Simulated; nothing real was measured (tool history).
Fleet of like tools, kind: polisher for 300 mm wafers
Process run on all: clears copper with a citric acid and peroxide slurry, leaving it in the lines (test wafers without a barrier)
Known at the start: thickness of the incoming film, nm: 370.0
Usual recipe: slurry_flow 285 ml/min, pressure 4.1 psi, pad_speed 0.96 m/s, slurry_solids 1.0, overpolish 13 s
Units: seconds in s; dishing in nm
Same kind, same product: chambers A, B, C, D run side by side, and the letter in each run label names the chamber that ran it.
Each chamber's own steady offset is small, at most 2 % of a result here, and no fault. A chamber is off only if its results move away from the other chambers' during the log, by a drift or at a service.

run,hour,slurry_flow,pressure,pad_speed,slurry_solids,overpolish,seconds,dishing
1C,7.3,285,4.1,0.96,1.0,13,118.360,30.629
2D,11.4,285,4.1,0.96,1.0,13,116.500,31.099
3A,18.2,285,4.1,0.96,1.0,13,110.590,31.542
4B,22.3,285,4.1,0.96,1.0,13,115.160,31.512
5D,26.5,285,4.1,0.96,1.0,13,116.890,31.631
6B,31.4,285,4.1,0.96,1.0,20,116.190,46.180
7C,37.0,285,4.1,0.96,1.0,20,114.420,46.264
8A,44.2,285,4.1,0.96,1.0,20,113.820,45.630
9B,48.3,285,4.1,0.96,1.0,20,113.170,46.332
10C,53.4,285,4.1,0.96,1.0,13,119.000,30.726
11D,56.9,285,4.1,0.96,1.0,13,114.830,30.556
12A,63.1,285,4.1,0.96,1.0,13,109.700,31.434
# hour 69.5: chamber B: slurry nozzle cleaned
13B,69.6,285,4.1,0.96,1.0,13,113.620,31.749
# hour 73.0: chamber D: slurry nozzle cleaned
14D,73.5,285,4.1,0.96,1.0,13,114.140,32.161
# hour 77.9: chamber D: head pressure recalibrated
15C,80.1,285,4.1,0.96,1.0,13,117.030,31.168
16A,84.9,285,4.1,0.96,1.0,13,111.480,30.969
17D,90.0,285,4.1,0.96,1.0,13,125.560,28.596
18A,95.0,285,4.1,0.96,1.0,13,112.920,31.160
19B,99.7,285,4.1,0.96,1.0,13,111.430,31.395
20C,105.1,285,4.1,0.96,1.0,13,119.440,31.261
21B,111.1,285,4.1,0.96,1.0,13,111.920,31.391
22C,114.6,285,4.1,0.96,1.0,13,114.260,30.939
23D,119.1,285,4.1,0.96,1.0,13,123.860,28.088
# hour 120.6: chamber A: slurry blender recalibrated
# hour 121.4: chamber D: slurry blender recalibrated
24A,125.1,285,4.1,0.96,1.0,13,111.410,31.409
# hour 126.0: chamber A: worn pad replaced by a new one
25B,130.2,285,4.1,1.10,1.0,10,99.841,28.308
26A,135.8,285,4.1,1.10,1.0,10,95.652,27.082
27D,141.0,285,4.1,1.10,1.0,10,110.940,25.155
28C,144.9,285,4.1,1.10,1.0,10,100.580,27.402

Has any chamber moved away from the others, gradually or after a service, or does the common gauge drift, or do the chambers differ only by their own small steady offsets? State the chamber and the most likely cause if one applies.

A service on chamber D put it out of line with the rest.
What lies behind it: head's pressure below its setpoint, % = 10.1.

Which of the 4 candidates below, each the usual settings with something changed and its results left as question marks, puts chamber D back in line with what the other chambers give on the usual settings?
In line means no further than this from the other chambers' mean on the usual settings: seconds 5.100 s; dishing 1.300 nm
29D-1,150.2,285,4.0,0.94,1.0,13,?,?
29D-2,150.2,285,4.2,0.98,1.0,13,?,?
29D-3,150.2,285,4.3,1.02,1.0,13,?,?
29D-4,150.2,285,3.9,0.90,1.0,13,?,?

Average result of the remaining chambers running the usual settings: seconds 113.950 s; dishing 31.175 nm
run,seconds,dishing
29D-1,134.200,27.135
29D-2,122.980,29.469
29D-3,115.650,31.215
29D-4,143.390,25.489
With 29D-3, the chamber falls back in line with the rest.
